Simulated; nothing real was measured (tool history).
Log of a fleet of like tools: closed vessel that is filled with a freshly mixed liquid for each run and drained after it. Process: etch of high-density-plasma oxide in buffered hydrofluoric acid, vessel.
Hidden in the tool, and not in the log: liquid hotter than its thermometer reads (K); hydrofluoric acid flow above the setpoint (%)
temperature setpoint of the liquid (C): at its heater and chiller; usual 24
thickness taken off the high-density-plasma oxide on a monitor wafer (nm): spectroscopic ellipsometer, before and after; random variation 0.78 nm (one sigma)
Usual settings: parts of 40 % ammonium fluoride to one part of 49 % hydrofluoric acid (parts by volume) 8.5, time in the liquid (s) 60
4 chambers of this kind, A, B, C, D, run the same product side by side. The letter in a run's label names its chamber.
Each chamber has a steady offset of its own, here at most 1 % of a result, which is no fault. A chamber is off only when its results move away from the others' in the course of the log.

run,day,temperature setpoint of the liquid (C),parts of 40 % ammonium fluoride to one part of 49 % hydrofluoric acid (parts by volume),time in the liquid (s),hours since the thermometer was replaced,hours since the hydrofluoric acid flow meter was replaced,"read-back film thickness of the high-density-plasma oxide reference wafer, read on the same gauge (nm)",thickness taken off the high-density-plasma oxide on a monitor wafer (nm)
1D,0.117,24,8.5,60,317.4,1092.4,90.024,84.734
2A,0.221,24,8.5,60,1197.7,1878,89.968,85.481
3C,0.371,24,8.5,60,839.2,1934.2,90.013,84.809
4B,0.504,24,8.5,60,316.9,1249.4,90.009,83.822
5C,0.742,24,8.5,60,848.1,1943.1,89.985,86.114
6B,0.933,24,8.5,60,327.2,1259.7,89.99,85.624
7A,1.162,24,8.5,60,1220.3,1900.6,90.021,85.266
8D,1.371,24,8.5,60,347.5,1122.5,89.97,85.235
9D,1.542,24,8.5,60,351.6,1126.6,89.995,84.205
10B,1.725,24,8.5,60,346.2,1278.7,90.003,84.374
11C,1.838,24,8.5,60,874.4,1969.4,89.967,85.304
12A,1.992,24,8.5,60,1240.2,1920.5,90.031,86.003
13A,2.158,24,8.5,60,1244.2,1924.5,90.021,85.822
# day 2.175: chamber C: thermometer replaced
14C,2.329,24,8.5,60,3.7,1981.2,89.978,87.309
15D,2.454,24,8.5,60,373.5,1148.5,90.028,85.718
16B,2.612,24,8.5,60,367.5,1300,89.984,85.158
17D,2.8,24,8.5,60,381.8,1156.8,89.939,83.548
18A,2.992,24,8.5,60,1264.2,1944.5,89.983,83.263
19C,3.146,24,8.5,60,23.3,2000.8,90.038,86.978
20B,3.317,24,8.5,60,384.4,1316.9,90.027,85.402
21B,3.425,24,8.5,60,387,1319.5,90.022,83.645
22D,3.638,24,8.5,60,401.9,1176.9,89.996,83.714
23C,3.767,24,8.5,60,38.2,2015.7,89.974,85.592
24A,3.933,24,8.5,60,1286.8,1967.1,89.988,84.73
25C,4.125,24,8.5,60,46.8,2024.3,90.038,85.763
26A,4.3,24,8.5,60,1295.6,1975.9,89.996,84.923
27D,4.467,24,8.5,60,421.8,1196.8,89.989,84.999
28B,4.629,24,8.5,60,415.9,1348.4,89.975,85.777
29B,4.783,24,8.5,60,419.6,1352.1,89.986,84.23
30C,4.95,24,8.5,60,66.6,2044.1,90.003,85.031
31A,5.158,24,8.5,60,1316.2,1996.5,89.983,85.92
32D,5.312,24,8.5,60,442.1,1217.1,90.023,85.023
33D,5.412,24,8.5,35,444.5,1219.5,89.989,49.193
34B,5.542,24,8.5,35,437.8,1370.3,89.993,49.304
35A,5.662,24,8.5,35,1328.3,2008.6,90.057,49.735
36C,5.792,24,8.5,35,86.8,2064.3,89.972,49.919
37B,6.008,20,10,60,449,1381.5,89.99,60.707
38D,6.138,20,10,60,461.9,1236.9,89.995,60.672
39A,6.246,20,10,60,1342.3,2022.6,89.988,60.62
40C,6.392,20,10,60,101.2,2078.7,90.057,60.359

All 4 chambers run these settings next. Forecast each chamber's results:
41A,6.558,24,9.5,60,,,,?
41B,6.558,24,9.5,60,,,,?
41C,6.558,24,9.5,60,,,,?
41D,6.558,24,9.5,60,,,,?

run,thickness taken off the high-density-plasma oxide on a monitor wafer (nm)
41A,77.689
41B,76.449
41C,80.078
41D,76.735
